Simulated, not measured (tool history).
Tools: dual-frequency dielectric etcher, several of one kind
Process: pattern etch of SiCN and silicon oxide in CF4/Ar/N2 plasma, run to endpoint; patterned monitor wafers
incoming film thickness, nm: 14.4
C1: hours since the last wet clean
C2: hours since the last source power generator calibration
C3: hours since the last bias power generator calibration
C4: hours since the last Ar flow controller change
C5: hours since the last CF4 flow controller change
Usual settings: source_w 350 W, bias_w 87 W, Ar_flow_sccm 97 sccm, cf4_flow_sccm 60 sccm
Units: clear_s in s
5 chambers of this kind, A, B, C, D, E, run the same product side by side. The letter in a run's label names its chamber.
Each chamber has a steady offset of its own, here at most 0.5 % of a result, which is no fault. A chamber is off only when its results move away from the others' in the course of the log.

-- hour=5.8 chamber B: wet clean of the chamber
run 1E hour=6.7 | source_w=350 bias_w=87 Ar_flow_sccm=97 cf4_flow_sccm=60 | C1=276 C2=1188.6 C3=1277.2 C4=2024.6 C5=2759.6 | clear_s=20.046
run 2C hour=15 | source_w=350 bias_w=87 Ar_flow_sccm=97 cf4_flow_sccm=60 | C1=80.5 C2=118.1 C3=736.6 C4=1907.4 C5=48.8 | clear_s=19.966
run 3D hour=24 | source_w=350 bias_w=87 Ar_flow_sccm=97 cf4_flow_sccm=60 | C1=281.8 C2=869.6 C3=2432.4 C4=154.1 C5=678.7 | clear_s=19.707
run 4B hour=33.9 | source_w=350 bias_w=87 Ar_flow_sccm=97 cf4_flow_sccm=60 | C1=28.2 C2=828.4 C3=1695.8 C4=183 C5=4784.2 | clear_s=20.164
run 5A hour=43.5 | source_w=350 bias_w=69 Ar_flow_sccm=97 cf4_flow_sccm=47 | C1=98.3 C2=219.2 C3=3025.5 C4=2469.9 C5=1867.1 | clear_s=22.495
run 6A hour=50.9 | source_w=350 bias_w=69 Ar_flow_sccm=97 cf4_flow_sccm=47 | C1=105.7 C2=226.6 C3=3032.9 C4=2477.3 C5=1874.5 | clear_s=22.427
run 7E hour=59.8 | source_w=350 bias_w=69 Ar_flow_sccm=97 cf4_flow_sccm=47 | C1=329.1 C2=1241.7 C3=1330.3 C4=2077.7 C5=2812.7 | clear_s=22.505
-- hour=64.7 chamber C: Ar flow controller replaced
run 8B hour=68.4 | source_w=350 bias_w=69 Ar_flow_sccm=97 cf4_flow_sccm=47 | C1=62.7 C2=862.9 C3=1730.3 C4=217.5 C5=4818.7 | clear_s=22.477
run 9C hour=79.6 | source_w=350 bias_w=69 Ar_flow_sccm=97 cf4_flow_sccm=47 | C1=145.1 C2=182.7 C3=801.2 C4=15 C5=113.4 | clear_s=22.435
run 10D hour=88.5 | source_w=350 bias_w=87 Ar_flow_sccm=97 cf4_flow_sccm=60 | C1=346.3 C2=934.1 C3=2496.9 C4=218.6 C5=743.2 | clear_s=19.613
run 11B hour=99.6 | source_w=350 bias_w=87 Ar_flow_sccm=97 cf4_flow_sccm=60 | C1=93.9 C2=894.1 C3=1761.5 C4=248.7 C5=4849.9 | clear_s=19.968
run 12A hour=113.2 | source_w=350 bias_w=87 Ar_flow_sccm=97 cf4_flow_sccm=60 | C1=168 C2=288.9 C3=3095.2 C4=2539.6 C5=1936.8 | clear_s=19.88
run 13D hour=123.1 | source_w=350 bias_w=87 Ar_flow_sccm=97 cf4_flow_sccm=60 | C1=380.9 C2=968.7 C3=2531.5 C4=253.2 C5=777.8 | clear_s=19.756
run 14C hour=130.1 | source_w=350 bias_w=87 Ar_flow_sccm=97 cf4_flow_sccm=60 | C1=195.6 C2=233.2 C3=851.7 C4=65.5 C5=163.9 | clear_s=19.894
run 15E hour=141.8 | source_w=350 bias_w=87 Ar_flow_sccm=97 cf4_flow_sccm=60 | C1=411.1 C2=1323.7 C3=1412.3 C4=2159.7 C5=2894.7 | clear_s=19.838
run 16D hour=150.4 | source_w=290 bias_w=87 Ar_flow_sccm=97 cf4_flow_sccm=60 | C1=408.2 C2=996 C3=2558.8 C4=280.5 C5=805.1 | clear_s=23.226
run 17E hour=164.1 | source_w=290 bias_w=87 Ar_flow_sccm=97 cf4_flow_sccm=60 | C1=433.4 C2=1346 C3=1434.6 C4=2182 C5=2917 | clear_s=23.473
run 18A hour=172.4 | source_w=290 bias_w=87 Ar_flow_sccm=97 cf4_flow_sccm=60 | C1=227.2 C2=348.1 C3=3154.4 C4=2598.8 C5=1996 | clear_s=23.541
run 19B hour=183.6 | source_w=290 bias_w=87 Ar_flow_sccm=97 cf4_flow_sccm=60 | C1=177.9 C2=978.1 C3=1845.5 C4=332.7 C5=4933.9 | clear_s=23.628
run 20C hour=193.9 | source_w=290 bias_w=87 Ar_flow_sccm=97 cf4_flow_sccm=60 | C1=259.4 C2=297 C3=915.5 C4=129.3 C5=227.7 | clear_s=23.435
run 21A hour=206.5 | source_w=350 bias_w=87 Ar_flow_sccm=97 cf4_flow_sccm=60 | C1=261.3 C2=382.2 C3=3188.5 C4=2632.9 C5=2030.1 | clear_s=19.823
-- hour=207.7 chamber E: wet clean of the chamber
run 22B hour=214.9 | source_w=350 bias_w=87 Ar_flow_sccm=97 cf4_flow_sccm=60 | C1=209.2 C2=1009.4 C3=1876.8 C4=364 C5=4965.2 | clear_s=19.996
run 23E hour=225.3 | source_w=350 bias_w=87 Ar_flow_sccm=108 cf4_flow_sccm=52 | C1=17.7 C2=1407.2 C3=1495.8 C4=2243.2 C5=2978.2 | clear_s=21.871
run 24D hour=232 | source_w=350 bias_w=87 Ar_flow_sccm=108 cf4_flow_sccm=52 | C1=489.8 C2=1077.6 C3=2640.4 C4=362.1 C5=886.7 | clear_s=20.408
run 25C hour=238.8 | source_w=350 bias_w=87 Ar_flow_sccm=108 cf4_flow_sccm=52 | C1=304.3 C2=341.9 C3=960.4 C4=174.2 C5=272.6 | clear_s=20.65
run 26E hour=247.3 | source_w=350 bias_w=87 Ar_flow_sccm=108 cf4_flow_sccm=52 | C1=39.7 C2=1429.2 C3=1517.8 C4=2265.2 C5=3000.2 | clear_s=21.802
run 27D hour=255.7 | source_w=350 bias_w=87 Ar_flow_sccm=108 cf4_flow_sccm=52 | C1=513.5 C2=1101.3 C3=2664.1 C4=385.8 C5=910.4 | clear_s=20.481
run 28B hour=262.5 | source_w=350 bias_w=87 Ar_flow_sccm=97 cf4_flow_sccm=60 | C1=256.8 C2=1057 C3=1924.4 C4=411.6 C5=5012.8 | clear_s=19.983
run 29A hour=273.4 | source_w=310 bias_w=106 Ar_flow_sccm=97 cf4_flow_sccm=60 | C1=328.2 C2=449.1 C3=3255.4 C4=2699.8 C5=2097 | clear_s=20.621
run 30C hour=279.5 | source_w=310 bias_w=106 Ar_flow_sccm=97 cf4_flow_sccm=60 | C1=345 C2=382.6 C3=1001.1 C4=214.9 C5=313.3 | clear_s=20.642
run 31E hour=286.9 | source_w=310 bias_w=106 Ar_flow_sccm=97 cf4_flow_sccm=60 | C1=79.3 C2=1468.8 C3=1557.4 C4=2304.8 C5=3039.8 | clear_s=21.691
run 32C hour=293.3 | source_w=310 bias_w=106 Ar_flow_sccm=97 cf4_flow_sccm=60 | C1=358.8 C2=396.4 C3=1014.9 C4=228.7 C5=327.1 | clear_s=20.583
run 33D hour=305.2 | source_w=310 bias_w=106 Ar_flow_sccm=97 cf4_flow_sccm=60 | C1=563 C2=1150.8 C3=2713.6 C4=435.3 C5=959.9 | clear_s=20.569
run 34B hour=312 | source_w=350 bias_w=87 Ar_flow_sccm=97 cf4_flow_sccm=60 | C1=306.3 C2=1106.5 C3=1973.9 C4=461.1 C5=5062.3 | clear_s=20.101
run 35A hour=325.9 | source_w=350 bias_w=87 Ar_flow_sccm=97 cf4_flow_sccm=60 | C1=380.7 C2=501.6 C3=3307.9 C4=2752.3 C5=2149.5 | clear_s=19.784

Next, every chamber runs the same settings. What will each give?
run 36A hour=335.8 | source_w=420 bias_w=87 Ar_flow_sccm=97 cf4_flow_sccm=60 | clear_s=?
run 36B hour=335.8 | source_w=420 bias_w=87 Ar_flow_sccm=97 cf4_flow_sccm=60 | clear_s=?
run 36C hour=335.8 | source_w=420 bias_w=87 Ar_flow_sccm=97 cf4_flow_sccm=60 | clear_s=?
run 36D hour=335.8 | source_w=420 bias_w=87 Ar_flow_sccm=97 cf4_flow_sccm=60 | clear_s=?
run 36E hour=335.8 | source_w=420 bias_w=87 Ar_flow_sccm=97 cf4_flow_sccm=60 | clear_s=?

run=36A clear_s=16.804
run=36B clear_s=16.884
run=36C clear_s=16.994
run=36D clear_s=16.847
run=36E clear_s=17.819

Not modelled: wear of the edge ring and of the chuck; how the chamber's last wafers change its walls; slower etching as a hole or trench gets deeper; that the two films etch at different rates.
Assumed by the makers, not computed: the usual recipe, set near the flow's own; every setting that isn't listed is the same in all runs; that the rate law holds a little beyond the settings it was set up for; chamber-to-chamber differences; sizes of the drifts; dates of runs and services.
